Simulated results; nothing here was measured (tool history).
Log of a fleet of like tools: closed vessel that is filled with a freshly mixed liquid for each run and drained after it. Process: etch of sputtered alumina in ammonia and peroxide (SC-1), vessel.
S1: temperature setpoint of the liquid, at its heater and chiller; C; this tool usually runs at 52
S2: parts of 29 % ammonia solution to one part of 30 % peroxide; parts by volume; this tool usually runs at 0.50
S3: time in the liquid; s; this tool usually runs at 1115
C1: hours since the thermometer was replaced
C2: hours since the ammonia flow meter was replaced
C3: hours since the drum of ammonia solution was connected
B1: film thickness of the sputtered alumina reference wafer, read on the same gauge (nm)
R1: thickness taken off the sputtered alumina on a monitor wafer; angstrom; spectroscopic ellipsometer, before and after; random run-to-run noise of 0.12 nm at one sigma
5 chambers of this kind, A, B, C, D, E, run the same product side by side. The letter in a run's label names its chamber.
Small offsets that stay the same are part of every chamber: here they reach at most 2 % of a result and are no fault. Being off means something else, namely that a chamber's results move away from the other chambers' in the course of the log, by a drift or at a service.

run	hour	S1	S2	S3	C1	C2	C3	B1	R1
1B	7.7	52	0.50	1115	131.5	272.5	742.9	149.99	362.18
2A	16.5	52	0.50	1115	1556.4	1789.7	741.3	149.98	357.53
3E	26.8	52	0.50	1115	889.4	1392.3	294.9	149.99	359.53
# hour 31.2: chamber E: new drum of ammonia solution connected
# hour 32.2: chamber A: ammonia flow meter replaced
4C	33.7	52	0.50	1115	1090.5	364.7	863.3	150.01	359.26
5D	42.8	52	0.50	1115	184.0	262.4	112.5	150.00	355.09
6B	47.8	52	0.50	1115	171.6	312.6	783.0	150.00	364.63
7C	53.1	52	0.50	1115	1109.9	384.1	882.7	150.00	360.14
8E	62.1	52	0.50	1115	924.7	1427.6	31.0	150.00	359.35
# hour 64.5: chamber A: thermometer replaced
9D	73.5	52	0.50	1115	214.7	293.1	143.2	150.02	357.23
10A	82.3	52	0.25	1115	17.9	50.1	807.1	150.02	336.95
11C	91.1	52	0.25	1115	1147.9	422.1	920.7	150.00	337.46
12B	99.5	52	0.25	1115	223.3	364.3	834.7	150.00	339.67
13A	108.5	52	0.25	1115	44.1	76.3	833.3	150.03	335.85
14D	115.3	52	0.25	1115	256.5	334.9	185.0	150.01	332.46
15E	125.8	52	0.50	1115	988.4	1491.3	94.7	150.00	356.11
16C	133.5	52	0.50	1115	1190.3	464.5	963.1	150.01	358.94
17A	140.5	52	0.50	1115	76.1	108.3	865.3	149.98	361.59
18D	146.7	52	0.50	1115	287.9	366.3	216.4	149.99	354.67
19B	153.2	52	0.50	1115	277.0	418.0	888.4	149.98	363.07
20E	163.4	52	0.50	1115	1026.0	1528.9	132.3	150.00	353.24
21C	170.0	43	0.70	1115	1226.8	501.0	999.6	149.98	224.56
22B	177.6	43	0.70	1115	301.4	442.4	912.8	150.00	226.52
23A	184.6	43	0.70	1115	120.2	152.4	909.4	150.00	224.99
24D	191.4	43	0.70	1115	332.6	411.0	261.1	150.04	222.36
25E	197.8	43	0.70	1115	1060.4	1563.3	166.7	149.99	222.50
26C	203.7	58	0.50	1430	1260.5	534.7	1033.3	150.00	632.79
27B	210.7	58	0.50	1430	334.5	475.5	945.9	149.99	637.39
28D	216.5	58	0.50	1430	357.7	436.1	286.2	149.99	625.89
29A	224.6	58	0.50	1430	160.2	192.4	949.4	150.00	634.72
30E	232.2	58	0.50	1430	1094.8	1597.7	201.1	149.98	619.18

Predict what each chamber gives when all 5 of them run the settings below next.
31A	240.4	52	0.50	1115					?
31B	240.4	52	0.50	1115					?
31C	240.4	52	0.50	1115					?
31D	240.4	52	0.50	1115					?
31E	240.4	52	0.50	1115					?

run	R1
31A	358.89
31B	363.81
31C	359.31
31D	355.78
31E	350.40

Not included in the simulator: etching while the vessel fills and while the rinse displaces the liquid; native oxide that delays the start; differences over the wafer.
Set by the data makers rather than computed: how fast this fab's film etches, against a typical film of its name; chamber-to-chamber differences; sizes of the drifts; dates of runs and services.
